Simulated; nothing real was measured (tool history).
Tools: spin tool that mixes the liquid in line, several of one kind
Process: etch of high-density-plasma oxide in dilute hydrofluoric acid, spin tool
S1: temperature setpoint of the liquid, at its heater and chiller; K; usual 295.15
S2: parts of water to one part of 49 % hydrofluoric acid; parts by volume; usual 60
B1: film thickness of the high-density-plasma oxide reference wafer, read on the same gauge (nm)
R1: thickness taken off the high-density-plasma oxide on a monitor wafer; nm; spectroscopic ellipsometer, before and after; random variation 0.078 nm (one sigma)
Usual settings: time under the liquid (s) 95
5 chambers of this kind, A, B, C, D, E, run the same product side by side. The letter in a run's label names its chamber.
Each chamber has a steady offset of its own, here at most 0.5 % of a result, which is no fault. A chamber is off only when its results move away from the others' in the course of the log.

Run 1E, day 0.188: usual settings; B1 130.00. Result: R1 8.2026 nm.
Run 2A, day 0.304: usual settings; B1 129.99. Result: R1 8.1698 nm.
Run 3D, day 0.512: usual settings; B1 130.02. Result: R1 8.2274 nm.
Run 4B, day 0.708: usual settings; B1 130.00. Result: R1 8.1641 nm.
Run 5C, day 0.896: usual settings; B1 130.00. Result: R1 8.1162 nm.
Run 6D, day 1.079: usual settings; B1 129.98. Result: R1 8.1761 nm.
Run 7C, day 1.333: usual settings; B1 130.03. Result: R1 8.1181 nm.
Run 8A, day 1.504: usual settings; B1 129.99. Result: R1 8.1401 nm.
Run 9B, day 1.675: usual settings; B1 130.00. Result: R1 8.3292 nm.
Run 10E, day 1.800: usual settings; B1 129.99. Result: R1 8.3847 nm.
Run 11A, day 1.925: usual settings; B1 129.99. Result: R1 8.2810 nm.
At day 1.975: chamber B: hydrofluoric acid flow meter replaced.
Run 12B, day 2.175: usual settings; B1 130.00. Result: R1 8.0022 nm.
Run 13D, day 2.425: usual settings; B1 129.99. Result: R1 8.1527 nm.
Run 14E, day 2.675: usual settings; B1 130.00. Result: R1 8.3161 nm.
Run 15C, day 2.829: usual settings; B1 130.00. Result: R1 8.2398 nm.
Run 16A, day 3.088: usual settings but S1 291.65 K, time under the liquid (s) 135; B1 130.00. Result: R1 10.0280 nm.
Run 17C, day 3.292: usual settings but S1 291.65 K, time under the liquid (s) 135; B1 129.98. Result: R1 10.0100 nm.
Run 18E, day 3.425: usual settings but S1 291.65 K, time under the liquid (s) 135; B1 130.04. Result: R1 10.1730 nm.
Run 19D, day 3.621: usual settings but S1 291.65 K, time under the liquid (s) 135; B1 130.00. Result: R1 10.1000 nm.
Run 20B, day 3.762: usual settings but S1 291.65 K, time under the liquid (s) 135; B1 130.01. Result: R1 10.1150 nm.
Run 21B, day 3.921: usual settings; B1 130.00. Result: R1 8.1744 nm.
Run 22C, day 4.067: usual settings; B1 130.02. Result: R1 8.1577 nm.
Run 23E, day 4.308: usual settings; B1 130.02. Result: R1 8.0390 nm.
At day 4.417: chamber E: hydrofluoric acid flow meter replaced.
Run 24D, day 4.475: usual settings; B1 130.00. Result: R1 8.2892 nm.
Run 25A, day 4.725: usual settings; B1 130.02. Result: R1 8.1175 nm.
Run 26D, day 4.933: usual settings; B1 129.97. Result: R1 8.2373 nm.
Run 27B, day 5.183: usual settings; B1 130.00. Result: R1 8.1368 nm.
Run 28A, day 5.438: usual settings; B1 130.01. Result: R1 8.3261 nm.
Run 29E, day 5.658: usual settings; B1 130.02. Result: R1 7.7600 nm.
Run 30C, day 5.833: usual settings; B1 129.98. Result: R1 8.2022 nm.
Run 31D, day 5.962: usual settings; B1 129.99. Result: R1 8.0854 nm.
Run 32C, day 6.092: usual settings; B1 130.02. Result: R1 8.1361 nm.
Run 33A, day 6.312: usual settings; B1 130.01. Result: R1 8.1945 nm.
Run 34B, day 6.438: usual settings; B1 130.02. Result: R1 8.1766 nm.
Run 35E, day 6.608: usual settings; B1 130.00. Result: R1 7.5309 nm.
Run 36C, day 6.804: usual settings; B1 129.97. Result: R1 8.1014 nm.
Run 37A, day 7.067: usual settings; B1 130.00. Result: R1 8.2724 nm.
Run 38E, day 7.183: usual settings; B1 130.00. Result: R1 7.5170 nm.
Run 39B, day 7.321: usual settings; B1 130.00. Result: R1 8.1783 nm.
Run 40D, day 7.554: usual settings; B1 130.00. Result: R1 8.1698 nm.
Run 41C, day 7.796: usual settings; B1 130.00. Result: R1 8.1920 nm.
Run 42D, day 8.012: usual settings; B1 130.01. Result: R1 8.2302 nm.
Run 43B, day 8.212: usual settings; B1 130.02. Result: R1 8.0037 nm.

All 5 chambers run these settings next. Forecast each chamber's results:
Run 44A, day 8.400: usual settings but time under the liquid (s) 50. Result: R1 ?.
Run 44B, day 8.400: usual settings but time under the liquid (s) 50. Result: R1 ?.
Run 44C, day 8.400: usual settings but time under the liquid (s) 50. Result: R1 ?.
Run 44D, day 8.400: usual settings but time under the liquid (s) 50. Result: R1 ?.
Run 44E, day 8.400: usual settings but time under the liquid (s) 50. Result: R1 ?.

run      R1
44A  4.2270
44B  4.2321
44C  4.3391
44D  4.2814
44E  3.9015
